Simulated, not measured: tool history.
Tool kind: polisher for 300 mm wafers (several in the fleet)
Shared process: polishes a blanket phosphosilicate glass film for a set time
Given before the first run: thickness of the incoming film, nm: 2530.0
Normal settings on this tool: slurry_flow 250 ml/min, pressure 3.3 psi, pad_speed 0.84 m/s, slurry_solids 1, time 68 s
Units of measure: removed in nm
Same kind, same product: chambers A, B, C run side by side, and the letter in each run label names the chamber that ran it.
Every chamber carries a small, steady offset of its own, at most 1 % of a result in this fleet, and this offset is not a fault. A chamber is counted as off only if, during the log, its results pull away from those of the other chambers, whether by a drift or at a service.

run   hour  slurry_flow  pressure  pad_speed  slurry_solids  time  wafers polished on this pad  hours since the slurry nozzle was cleaned  hours since the head pressure was calibrated  hours since the slurry blender was calibrated  hours since the conditioning disc was replaced  removed
       0.8  -- chamber B: slurry blender recalibrated
 1C    7.6          250       3.3       0.84              1    68                          335                                      140.8                                         263.9                                           14.1                                           114.3   468.84
 2A   11.9          250       3.3       0.84              1    68                          132                                      352.8                                         290.8                                          258.9                                           306.2   462.77
 3B   17.3          250       3.3       0.84              1    68                          818                                      153.4                                         103.2                                           16.6                                            41.5   475.09
      23.1  -- chamber C: conditioning disc replaced and pad reconditioned
 4A   24.1          250       3.3       0.84              1    68                          257                                        365                                           303                                          271.1                                           318.4   471.99
 5C   30.4          250       3.3       0.84              1    68                          567                                      163.6                                         286.7                                           36.9                                             7.3   477.15
 6B   34.5          250       3.3       0.84              1    68                          993                                      170.6                                         120.4                                           33.8                                            58.7   459.39
      37.2  -- chamber B: worn pad replaced by a new one
 7A   40.2          250       3.3       0.84              1    68                          420                                      381.1                                         319.1                                          287.2                                           334.5    467.2
 8B   44.4          250       3.8       0.66              1    68                           73                                      180.5                                         130.3                                           43.7                                            68.6   444.48
 9C   48.3          250       3.8       0.66              1    68                          749                                      181.5                                         304.6                                           54.8                                            25.2   446.04
10C   54.4          250       3.8       0.66              1    68                          811                                      187.6                                         310.7                                           60.9                                            31.3   447.78
11B   60.6          250       4.3       0.84              1    68                          238                                      196.7                                         146.5                                           59.9                                            84.8    606.1
12A   66.4          250       4.3       0.84              1    68                          687                                      407.3                                         345.3                                          313.4                                           360.7   608.09
      69.4  -- chamber A: worn pad replaced by a new one
13A   71.2          250       4.3       0.84              1    68                           18                                      412.1                                         350.1                                          318.2                                           365.5   608.08
14C   76.5          250       3.3       0.84              1    68                         1036                                      209.7                                         332.8                                             83                                            53.4    470.1
15B   80.7          250       3.3       0.84              1    68                          442                                      216.8                                         166.6                                             80                                           104.9    467.3
16B   88.5          250       3.3       0.84              1    68                          522                                      224.6                                         174.4                                           87.8                                           112.7    474.7
17A     96          250       3.3       0.84              1    68                          271                                      436.9                                         374.9                                            343                                           390.3   466.38
18C  101.6          250       3.3       0.84              1    68                         1292                                      234.8                                         357.9                                          108.1                                            78.5   458.63
       107  -- chamber C: worn pad replaced by a new one
19C    107          250       3.3       0.84            1.3    83                            0                                      240.2                                         363.3                                          113.5                                            83.9   650.55
20A  113.9          250       3.3       0.84            1.3    83                          453                                      454.8                                         392.8                                          360.9                                           408.2   636.57
     119.4  -- chamber B: worn pad replaced by a new one
21B  122.2          250       3.3       0.84            1.3    83                           29                                      258.3                                         208.1                                          121.5                                           146.4   646.09
       129  -- chamber B: slurry nozzle cleaned
22B  130.1          250       3.3       0.84              1    68                          109                                        1.2                                           216                                          129.4                                           154.3   470.62
     133.3  -- chamber A: conditioning disc replaced and pad reconditioned
23A  134.3          250       3.3       0.84              1    68                          660                                      475.2                                         413.2                                          381.3                                             1.1   460.34
     134.5  -- chamber A: worn pad replaced by a new one
     134.6  -- chamber C: conditioning disc replaced and pad reconditioned
     135.8  -- chamber C: slurry blender recalibrated
24C  138.3          250       3.3       0.84              1    68                          318                                      271.5                                         394.6                                            2.5                                             3.7   476.14
25C  142.5          250       3.3       0.84              1    68                          361                                      275.7                                         398.8                                            6.7                                             7.9   465.47
26A  146.5          250       3.3       0.84              1    68                          122                                      487.4                                         425.4                                          393.5                                            13.3   468.35
27B  152.4          250       3.3       0.84              1    68                          336                                       23.5                                         238.3                                          151.7                                           176.6   468.45
28C  159.3          250       3.3       0.84              1    68                          532                                      292.5                                         415.6                                           23.5                                            24.7    471.2
29B  166.2          250       3.3       0.84              1    68                          476                                       37.3                                         252.1                                          165.5                                           190.4   475.99

For the next run the whole fleet of 3 chambers uses the same settings. Give each chamber's results:
30A  172.3          250       3.7       0.84              1    68                                                                                                                                                                                                                             ?
30B  172.3          250       3.7       0.84              1    68                                                                                                                                                                                                                             ?
30C  172.3          250       3.7       0.84              1    68                                                                                                                                                                                                                             ?

run  removed
30A   528.35
30B   518.65
30C   531.19
